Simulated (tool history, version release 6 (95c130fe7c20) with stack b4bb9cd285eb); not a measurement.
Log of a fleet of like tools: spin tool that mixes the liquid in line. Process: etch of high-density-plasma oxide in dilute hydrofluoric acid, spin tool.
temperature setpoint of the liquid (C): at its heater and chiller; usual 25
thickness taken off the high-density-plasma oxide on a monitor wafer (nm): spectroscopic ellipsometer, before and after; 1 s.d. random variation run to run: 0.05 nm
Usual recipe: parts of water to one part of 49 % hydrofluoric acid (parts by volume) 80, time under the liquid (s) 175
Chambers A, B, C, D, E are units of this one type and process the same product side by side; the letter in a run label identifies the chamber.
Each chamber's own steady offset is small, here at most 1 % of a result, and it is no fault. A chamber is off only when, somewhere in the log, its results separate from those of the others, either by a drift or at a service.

run   hour  temperature setpoint of the liquid (C)  parts of water to one part of 49 % hydrofluoric acid (parts by volume)  time under the liquid (s)  hours since the thermometer was replaced  hours since the hydrofluoric acid flow meter was replaced  read-back film thickness of the high-density-plasma oxide reference wafer, read on the same gauge (nm)  thickness taken off the high-density-plasma oxide on a monitor wafer (nm)
       9.2  -- chamber C: hydrofluoric acid flow meter replaced
 1B     12                                      25                                                                      80                        175                                     256.1                                                     1520.4                                                                                                  129.97                                                                     13.296
 2E   21.3                                      25                                                                      80                        175                                     221.1                                                     1524.1                                                                                                  130.02                                                                     13.487
 3D   28.7                                      25                                                                      80                        175                                     246.6                                                      680.8                                                                                                  130.01                                                                     13.299
 4A   38.7                                      25                                                                      80                        175                                     266.4                                                      665.5                                                                                                  130.01                                                                      13.42
 5C   45.2                                      25                                                                      80                        275                                     202.7                                                         36                                                                                                  130.03                                                                     21.046
 6E   58.1                                      25                                                                      80                        275                                     257.9                                                     1560.9                                                                                                  129.97                                                                     21.237
 7D   64.6                                      25                                                                      80                        275                                     282.5                                                      716.7                                                                                                  129.99                                                                      20.71
 8C   72.5                                      25                                                                      80                        275                                       230                                                       63.3                                                                                                  130.03                                                                     20.908
 9A   83.8                                      25                                                                      80                        275                                     311.5                                                      710.6                                                                                                  130.04                                                                     20.998
10B     93                                      25                                                                      80                        175                                     337.1                                                     1601.4                                                                                                  130.03                                                                     13.224
11D    104                                      25                                                                      80                        175                                     321.9                                                      756.1                                                                                                  130.01                                                                     13.337
12C  113.4                                      25                                                                      80                        175                                     270.9                                                      104.2                                                                                                  129.99                                                                     13.345
13B  120.6                                      25                                                                      80                        175                                     364.7                                                       1629                                                                                                  129.99                                                                     13.208
14E  127.9                                      25                                                                      80                        175                                     327.7                                                     1630.7                                                                                                  130.02                                                                     13.436
15A  135.3                                      25                                                                      80                        175                                       363                                                      762.1                                                                                                  129.98                                                                     13.394
16E  143.8                                      25                                                                      60                        255                                     343.6                                                     1646.6                                                                                                  129.98                                                                     26.928
17B  149.8                                      25                                                                      60                        255                                     393.9                                                     1658.2                                                                                                  130.02                                                                     26.536
18C  158.2                                      25                                                                      60                        255                                     315.7                                                        149                                                                                                  129.98                                                                     26.795
19A    166                                      25                                                                      60                        255                                     393.7                                                      792.8                                                                                                  129.98                                                                     26.422
20D    179                                      25                                                                      60                        255                                     396.9                                                      831.1                                                                                                  130.01                                                                     26.692
21C  188.6                                      25                                                                      80                        175                                     346.1                                                      179.4                                                                                                  130.04                                                                     13.345
22E  201.1                                      25                                                                      80                        175                                     400.9                                                     1703.9                                                                                                  130.01                                                                     13.398
     210.1  -- chamber B: hydrofluoric acid flow meter replaced
23A  210.7                                      21                                                                      80                        270                                     438.4                                                      837.5                                                                                                  129.99                                                                     17.539
24D  222.3                                      21                                                                      80                        270                                     440.2                                                      874.4                                                                                                  129.99                                                                     17.657
25B  233.9                                      21                                                                      80                        270                                       478                                                       23.9                                                                                                  129.99                                                                     17.598
26E  244.1                                      21                                                                      80                        270                                     443.9                                                     1746.9                                                                                                     130                                                                     17.617
27C  254.5                                      21                                                                      80                        270                                       412                                                      245.3                                                                                                     130                                                                     17.681
28D  267.1                                      25                                                                      80                        175                                       485                                                      919.2                                                                                                  129.97                                                                     13.525
29B  279.7                                      25                                                                      80                        175                                     523.8                                                       69.7                                                                                                  130.02                                                                     13.405
30A  286.6                                      25                                                                      80                        175                                     514.3                                                      913.4                                                                                                  130.02                                                                     13.414
31A    299                                      25                                                                      80                        175                                     526.7                                                      925.8                                                                                                     130                                                                     13.385
32D  312.5                                      25                                                                      80                        175                                     530.4                                                      964.6                                                                                                     130                                                                     13.461
33E  320.9                                      25                                                                      80                        175                                     520.7                                                     1823.7                                                                                                  129.99                                                                      13.52
     321.1  -- chamber E: thermometer replaced
34B  331.5                                      25                                                                      80                        175                                     575.6                                                      121.5                                                                                                  129.99                                                                     13.331
35C  337.9                                      25                                                                      80                        175                                     495.4                                                      328.7                                                                                                  130.01                                                                     13.433
36D  345.4                                      25                                                                      80                        175                                     563.3                                                      997.5                                                                                                  129.99                                                                     13.631
37E  351.4                                      25                                                                      80                        175                                      30.4                                                     1854.2                                                                                                  129.99                                                                     13.506
38B  363.3                                      25                                                                      90                        235                                     607.4                                                      153.3                                                                                                  129.98                                                                     15.784
39C  372.5                                      25                                                                      90                        235                                       530                                                      363.3                                                                                                  130.02                                                                     15.738

Next, all 5 chambers run the settings below, one line each with question marks for the results. What does each chamber give?
40A  382.4                                      25                                                                      80                        175                                                                                                                                                                                                                                                                                       ?
40B  382.4                                      25                                                                      80                        175                                                                                                                                                                                                                                                                                       ?
40C  382.4                                      25                                                                      80                        175                                                                                                                                                                                                                                                                                       ?
40D  382.4                                      25                                                                      80                        175                                                                                                                                                                                                                                                                                       ?
40E  382.4                                      25                                                                      80                        175                                                                                                                                                                                                                                                                                       ?

run  thickness taken off the high-density-plasma oxide on a monitor wafer (nm)
40A                                                                     13.473
40B                                                                     13.339
40C                                                                     13.424
40D                                                                     13.691
40E                                                                     13.422
